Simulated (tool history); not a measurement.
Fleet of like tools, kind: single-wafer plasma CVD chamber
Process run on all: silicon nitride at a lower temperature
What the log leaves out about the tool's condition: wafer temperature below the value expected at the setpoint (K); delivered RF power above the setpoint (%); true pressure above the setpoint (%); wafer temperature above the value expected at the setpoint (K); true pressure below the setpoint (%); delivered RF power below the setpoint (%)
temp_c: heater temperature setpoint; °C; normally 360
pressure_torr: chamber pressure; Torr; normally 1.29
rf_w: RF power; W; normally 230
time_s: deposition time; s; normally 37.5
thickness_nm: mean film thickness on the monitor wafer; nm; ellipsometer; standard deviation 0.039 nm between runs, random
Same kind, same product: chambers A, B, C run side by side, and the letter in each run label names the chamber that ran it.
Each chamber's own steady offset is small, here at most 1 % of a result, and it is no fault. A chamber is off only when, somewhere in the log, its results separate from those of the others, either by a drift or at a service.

run     day  temp_c  pressure_torr  rf_w  time_s  hours since the last thermocouple change  hours since the last RF generator calibration  hours since the last manometer calibration  read-back reference wafer on the same gauge, thickness_nm  thickness_nm
 1C   0.525     360           1.29   230    37.5                                     315.3                                          871.0                                      1286.3                                                     33.799        34.510
 2A   0.975     360           1.29   230    37.5                                    2250.6                                          154.0                                      1983.8                                                     33.793        34.346
 3B   1.388     360           1.29   230    37.5                                     591.0                                         1163.1                                       246.6                                                     33.787        34.023
 4C   1.812     360           1.29   230    37.5                                     346.2                                          901.9                                      1317.2                                                     33.787        34.549
 5B   2.208     360           1.29   230    37.5                                     610.7                                         1182.8                                       266.3                                                     33.775        34.026
 6A   2.688     360           1.29   230    37.5                                    2291.7                                          195.1                                      2024.9                                                     33.781        34.349
 7A   3.171     360           1.29   230    37.5                                    2303.3                                          206.7                                      2036.5                                                     33.775        34.242
 8C   3.729     360           1.29   230    37.5                                     392.2                                          947.9                                      1363.2                                                     33.763        34.436
 9B   3.988     360           1.29   230    37.5                                     653.4                                         1225.5                                       309.0                                                     33.777        34.001
10B   4.525     374           1.29   230    37.5                                     666.3                                         1238.4                                       321.9                                                     33.763        33.805
11C   4.767     374           1.29   230    37.5                                     417.1                                          972.8                                      1388.1                                                     33.765        34.317
12A   5.021     374           1.29   230    37.5                                    2347.7                                          251.1                                      2080.9                                                     33.750        34.113
13C   5.554     360           1.29   230    37.5                                     436.0                                          991.7                                      1407.0                                                     33.749        34.425
14B   5.808     360           1.29   230    37.5                                     697.1                                         1269.2                                       352.7                                                     33.742        34.005
15A   6.096     360           1.29   230    37.5                                    2373.5                                          276.9                                      2106.7                                                     33.755        34.295
16A   6.500     360           1.29   230    37.5                                    2383.2                                          286.6                                      2116.4                                                     33.744        34.227
      6.775  -- chamber A: capacitance manometer re-zeroed and calibrated
17C   6.983     360           1.29   230    32.1                                     470.3                                         1026.0                                      1441.3                                                     33.740        29.482
18B   7.346     360           1.29   230    32.1                                     734.0                                         1306.1                                       389.6                                                     33.737        29.112
19A   7.829     360           1.29   230    32.1                                    2415.1                                          318.5                                        25.3                                                     33.736        29.324
20C   8.171     360           1.29   230    37.5                                     498.8                                         1054.5                                      1469.8                                                     33.724        34.440
21B   8.558     360           1.29   230    37.5                                     763.1                                         1335.2                                       418.7                                                     33.728        34.012
22B   8.992     360           1.29   230    37.5                                     773.5                                         1345.6                                       429.1                                                     33.710        34.009
23A   9.354     360           1.29   230    32.1                                    2451.7                                          355.1                                        61.9                                                     33.714        29.315
24C   9.738     360           1.29   230    32.1                                     536.4                                         1092.1                                      1507.4                                                     33.711        29.487
25A  10.062     360           1.29   230    32.1                                    2468.7                                          372.1                                        78.9                                                     33.707        29.307
     10.342  -- chamber C: capacitance manometer re-zeroed and calibrated
26B  10.396     360           1.29   230    37.5                                     807.2                                         1379.3                                       462.8                                                     33.703        34.018
     10.621  -- chamber C: RF generator calibrated
27C  10.683     360           1.29   230    37.5                                     559.1                                            1.5                                         8.3                                                     33.698        34.488
28A  11.212     360           1.29   230    37.5                                    2496.3                                          399.7                                       106.5                                                     33.699        34.207
29B  11.625     360           1.29   230    37.5                                     836.7                                         1408.8                                       492.3                                                     33.685        34.000
30C  11.888     360           1.29   230    37.5                                     588.0                                           30.4                                        37.2                                                     33.687        34.441
31A  12.262     360           1.29   230    37.5                                    2521.5                                          424.9                                       131.7                                                     33.680        34.238
32B  12.788     360           1.29   230    37.5                                     864.6                                         1436.7                                       520.2                                                     33.684        33.968
33C  13.104     360           1.29   230    37.5                                     617.2                                           59.6                                        66.4                                                     33.694        34.428
34C  13.388     360           1.29   230    34.0                                     624.0                                           66.4                                        73.2                                                     33.681        31.193
35A  13.904     360           1.29   230    34.0                                    2560.9                                          464.3                                       171.1                                                     33.678        30.930
36B  14.158     360           1.29   230    34.0                                     897.5                                         1469.6                                       553.1                                                     33.670        30.749
37B  14.504     360           1.29   230    37.5                                     905.8                                         1477.9                                       561.4                                                     33.665        33.895
38A  15.025     360           1.29   230    37.5                                    2587.8                                          491.2                                       198.0                                                     33.651        34.140
39C  15.383     360           1.29   230    37.5                                     671.9                                          114.3                                       121.1                                                     33.668        34.448
40C  15.625     360           1.29   230    37.5                                     677.7                                          120.1                                       126.9                                                     33.659        34.430
41A  15.946     360           1.29   230    37.5                                    2609.9                                          513.3                                       220.1                                                     33.662        34.197
42B  16.275     360           1.29   230    37.5                                     948.3                                         1520.4                                       603.9                                                     33.635        33.950
43C  16.712     350           1.29   230    32.4                                     703.8                                          146.2                                       153.0                                                     33.661        29.882

Next, every chamber runs the same settings. What will each give?
44A  17.112     360           1.01   230    37.5                                                                                                                                                                                                             ?
44B  17.112     360           1.01   230    37.5                                                                                                                                                                                                             ?
44C  17.112     360           1.01   230    37.5                                                                                                                                                                                                             ?

run  thickness_nm
44A        31.699
44B        31.492
44C        31.849
